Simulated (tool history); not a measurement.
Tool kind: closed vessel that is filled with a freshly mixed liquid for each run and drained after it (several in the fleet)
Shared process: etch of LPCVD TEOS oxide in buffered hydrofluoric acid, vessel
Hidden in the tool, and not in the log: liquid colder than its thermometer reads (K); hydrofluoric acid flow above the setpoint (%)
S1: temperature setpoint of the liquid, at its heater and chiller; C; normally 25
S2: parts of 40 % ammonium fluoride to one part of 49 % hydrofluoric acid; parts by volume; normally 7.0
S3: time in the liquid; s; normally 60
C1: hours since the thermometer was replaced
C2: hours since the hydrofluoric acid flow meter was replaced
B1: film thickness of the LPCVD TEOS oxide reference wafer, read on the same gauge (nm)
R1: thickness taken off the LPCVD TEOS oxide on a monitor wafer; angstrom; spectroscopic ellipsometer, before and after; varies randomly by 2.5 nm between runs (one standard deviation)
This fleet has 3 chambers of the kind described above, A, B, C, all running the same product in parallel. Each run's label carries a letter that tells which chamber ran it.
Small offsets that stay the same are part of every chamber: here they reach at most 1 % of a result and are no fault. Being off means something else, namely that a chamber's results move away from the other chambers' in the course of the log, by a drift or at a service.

Run 1C, hour 6.8: usual settings; C1 1941.3; C2 1011.5; B1 110.02. Result: R1 2795.6 angstrom.
At hour 9.5: chamber A: hydrofluoric acid flow meter replaced.
Run 2B, hour 13.0: usual settings; C1 875.9; C2 1249.7; B1 110.03. Result: R1 2828.6 angstrom.
Run 3A, hour 24.1: usual settings; C1 483.6; C2 14.7; B1 109.99. Result: R1 2759.7 angstrom.
Run 4C, hour 31.9: usual settings; C1 1966.4; C2 1036.6; B1 109.98. Result: R1 2737.8 angstrom.
Run 5A, hour 37.4: usual settings; C1 496.9; C2 28.0; B1 110.00. Result: R1 2738.2 angstrom.
Run 6B, hour 48.1: usual settings; C1 911.0; C2 1284.8; B1 109.99. Result: R1 2787.2 angstrom.
Run 7A, hour 53.5: usual settings; C1 513.0; C2 44.1; B1 109.99. Result: R1 2750.7 angstrom.
Run 8B, hour 60.3: usual settings; C1 923.2; C2 1297.0; B1 110.00. Result: R1 2771.8 angstrom.
Run 9C, hour 68.2: usual settings; C1 2002.7; C2 1072.9; B1 110.01. Result: R1 2780.9 angstrom.
Run 10B, hour 78.0: usual settings; C1 940.9; C2 1314.7; B1 110.00. Result: R1 2788.9 angstrom.
Run 11A, hour 85.6: usual settings; C1 545.1; C2 76.2; B1 109.99. Result: R1 2785.6 angstrom.
At hour 91.9: chamber C: thermometer replaced.
Run 12C, hour 92.3: usual settings; C1 0.4; C2 1097.0; B1 110.01. Result: R1 2762.4 angstrom.
Run 13B, hour 100.9: usual settings; C1 963.8; C2 1337.6; B1 110.00. Result: R1 2741.1 angstrom.
Run 14C, hour 109.8: usual settings; C1 17.9; C2 1114.5; B1 109.99. Result: R1 2760.8 angstrom.
Run 15A, hour 116.6: usual settings; C1 576.1; C2 107.2; B1 109.99. Result: R1 2752.4 angstrom.
Run 16A, hour 121.8: usual settings; C1 581.3; C2 112.4; B1 110.03. Result: R1 2728.5 angstrom.
Run 17B, hour 130.6: usual settings; C1 993.5; C2 1367.3; B1 110.01. Result: R1 2806.5 angstrom.
Run 18C, hour 135.9: usual settings but S2 9.5 parts by volume, S3 30 s; C1 44.0; C2 1140.6; B1 109.99. Result: R1 1016.4 angstrom.
Run 19A, hour 145.7: usual settings but S2 9.5 parts by volume, S3 30 s; C1 605.2; C2 136.3; B1 109.98. Result: R1 1009.2 angstrom.
Run 20B, hour 154.7: usual settings but S2 9.5 parts by volume, S3 30 s; C1 1017.6; C2 1391.4; B1 109.99. Result: R1 1030.3 angstrom.
Run 21C, hour 164.0: usual settings but S2 9.0 parts by volume, S3 85 s; C1 72.1; C2 1168.7; B1 110.01. Result: R1 2957.4 angstrom.
Run 22C, hour 170.6: usual settings but S2 9.0 parts by volume, S3 85 s; C1 78.7; C2 1175.3; B1 109.97. Result: R1 2967.7 angstrom.
Run 23A, hour 180.6: usual settings but S2 9.0 parts by volume, S3 85 s; C1 640.1; C2 171.2; B1 110.00. Result: R1 2986.4 angstrom.
Run 24B, hour 186.2: usual settings; C1 1049.1; C2 1422.9; B1 110.03. Result: R1 2761.3 angstrom.
Run 25A, hour 192.8: usual settings; C1 652.3; C2 183.4; B1 110.02. Result: R1 2743.0 angstrom.
Run 26C, hour 199.6: usual settings; C1 107.7; C2 1204.3; B1 110.00. Result: R1 2776.6 angstrom.
Run 27B, hour 209.6: usual settings; C1 1072.5; C2 1446.3; B1 109.99. Result: R1 2704.6 angstrom.
Run 28C, hour 219.0: usual settings; C1 127.1; C2 1223.7; B1 110.00. Result: R1 2753.9 angstrom.
Run 29A, hour 229.1: usual settings; C1 688.6; C2 219.7; B1 110.00. Result: R1 2770.6 angstrom.
Run 30B, hour 235.9: usual settings; C1 1098.8; C2 1472.6; B1 110.01. Result: R1 2728.1 angstrom.
Run 31A, hour 245.3: usual settings but S2 8.0 parts by volume; C1 704.8; C2 235.9; B1 110.02. Result: R1 2396.3 angstrom.
Run 32B, hour 254.1: usual settings but S2 8.0 parts by volume; C1 1117.0; C2 1490.8; B1 110.02. Result: R1 2309.4 angstrom.
Run 33C, hour 261.7: usual settings but S2 8.0 parts by volume; C1 169.8; C2 1266.4; B1 110.01. Result: R1 2367.8 angstrom.
Run 34C, hour 268.6: usual settings; C1 176.7; C2 1273.3; B1 109.99. Result: R1 2747.9 angstrom.
Run 35B, hour 279.8: usual settings; C1 1142.7; C2 1516.5; B1 109.99. Result: R1 2651.0 angstrom.
Run 36A, hour 291.2: usual settings but S3 40 s; C1 750.7; C2 281.8; B1 109.98. Result: R1 1807.3 angstrom.
Run 37B, hour 297.0: usual settings but S3 40 s; C1 1159.9; C2 1533.7; B1 110.01. Result: R1 1779.2 angstrom.
Run 38C, hour 306.5: usual settings but S3 40 s; C1 214.6; C2 1311.2; B1 110.00. Result: R1 1821.8 angstrom.

Does one chamber stand apart from the rest, does the shared gauge drift, or is all well apart from small per-chamber offsets? Give the chamber and the most likely cause, where there is one.

It is chamber B that slowly wanders off from its peers.
Cause: liquid colder than its thermometer reads (K) = 1.27.
It could be hard to tell apart here from: hydrofluoric acid flow below the setpoint (%).

Which of the 4 candidates below, each the usual settings with something changed and its results left as question marks, puts chamber B back in line with what the other chambers give on the usual settings?
To be in line, a result may differ from the other chambers' mean on the usual settings by at most: R1 87.0 angstrom
Run 39B-1, hour 314.8: usual settings but S1 24.5 C, S3 55 s. Result: R1 ?.
Run 39B-2, hour 314.8: usual settings but S2 6.5 parts by volume. Result: R1 ?.
Run 39B-3, hour 314.8: usual settings but S1 26.0 C, S2 6.5 parts by volume. Result: R1 ?.
Run 39B-4, hour 314.8: usual settings but S1 24.0 C. Result: R1 ?.

Average result of the remaining chambers running the usual settings: R1 2760.4 angstrom
  run      R1
39B-1  2339.7
39B-2  2800.1
39B-3  2958.1
39B-4  2483.4
With 39B-2, the chamber falls back in line with the rest.
